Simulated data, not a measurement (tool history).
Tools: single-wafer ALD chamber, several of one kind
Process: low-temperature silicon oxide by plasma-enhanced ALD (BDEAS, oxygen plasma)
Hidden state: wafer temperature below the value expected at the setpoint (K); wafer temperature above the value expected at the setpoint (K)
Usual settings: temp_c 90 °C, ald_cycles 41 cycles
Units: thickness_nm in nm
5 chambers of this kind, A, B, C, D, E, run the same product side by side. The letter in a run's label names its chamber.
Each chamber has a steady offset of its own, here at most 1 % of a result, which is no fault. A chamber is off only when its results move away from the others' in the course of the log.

run,hour,temp_c,ald_cycles,hours since the last thermocouple change,"read-back reference wafer on the same gauge, thickness_nm",thickness_nm
1C,12.2,90,41,71.8,6.1113,6.0136
2B,22.6,90,41,1277.4,6.1118,6.0061
3E,34.4,90,41,100.7,6.1118,6.0244
4A,44.8,90,41,1057.9,6.109,6.0578
5D,56.7,83,34,258.6,6.1054,5.2145
6B,67.3,83,34,1322.1,6.1092,5.12
7A,78.4,83,34,1091.5,6.1043,5.1084
8C,94.5,83,34,154.1,6.1045,5.1393
9D,103.7,83,34,305.6,6.1088,5.2159
10E,116.3,78,44,182.6,6.1093,6.762
11E,127,78,44,193.3,6.1114,6.7623
12A,140.8,78,44,1153.9,6.1111,6.7528
13C,148.8,78,44,208.4,6.1139,6.7522
14B,163.4,78,44,1418.2,6.1074,6.7223
15D,171.6,90,41,373.5,6.1073,6.1564
16A,186.5,90,41,1199.6,6.1143,6.0173
17E,196.9,90,41,263.2,6.1079,6.0527
18D,211.1,90,41,413,6.1075,6.1001
19B,227.2,90,41,1482,6.1064,6.0771
20C,235.6,90,41,295.2,6.1077,6.0224
21B,251.6,90,41,1506.4,6.1098,6.0238
22A,265.9,90,41,1279,6.1053,6.0237
23D,277.6,96,41,479.5,6.1061,6.0115
24E,293.2,96,41,359.5,6.113,5.9223
25C,308,96,41,367.6,6.1098,5.8663
26E,315,96,41,381.3,6.1065,5.9501
27B,328.6,96,41,1583.4,6.1162,5.8996
28A,335.7,90,41,1348.8,6.1048,6.0312
29D,344.2,90,41,546.1,6.1096,6.1563
30C,358.9,90,41,418.5,6.1076,5.9949
31E,373.8,90,41,440.1,6.1057,6.0249
32A,383,90,45,1396.1,6.1095,6.6488
33B,396.2,90,45,1651,6.112,6.6188
34C,408.6,90,45,468.2,6.1098,6.6025
35D,417.1,90,45,619,6.1094,6.7113
36D,427.7,90,45,629.6,6.1091,6.6881
37B,439.5,90,41,1694.3,6.1144,6.0255
38C,454.5,90,41,514.1,6.1101,5.9737

Next, every chamber runs the same settings. What will each give?
39A,466,81,41,,,?
39B,466,81,41,,,?
39C,466,81,41,,,?
39D,466,81,41,,,?
39E,466,81,41,,,?

run,thickness_nm
39A,6.2573
39B,6.2276
39C,6.2268
39D,6.3147
39E,6.2294
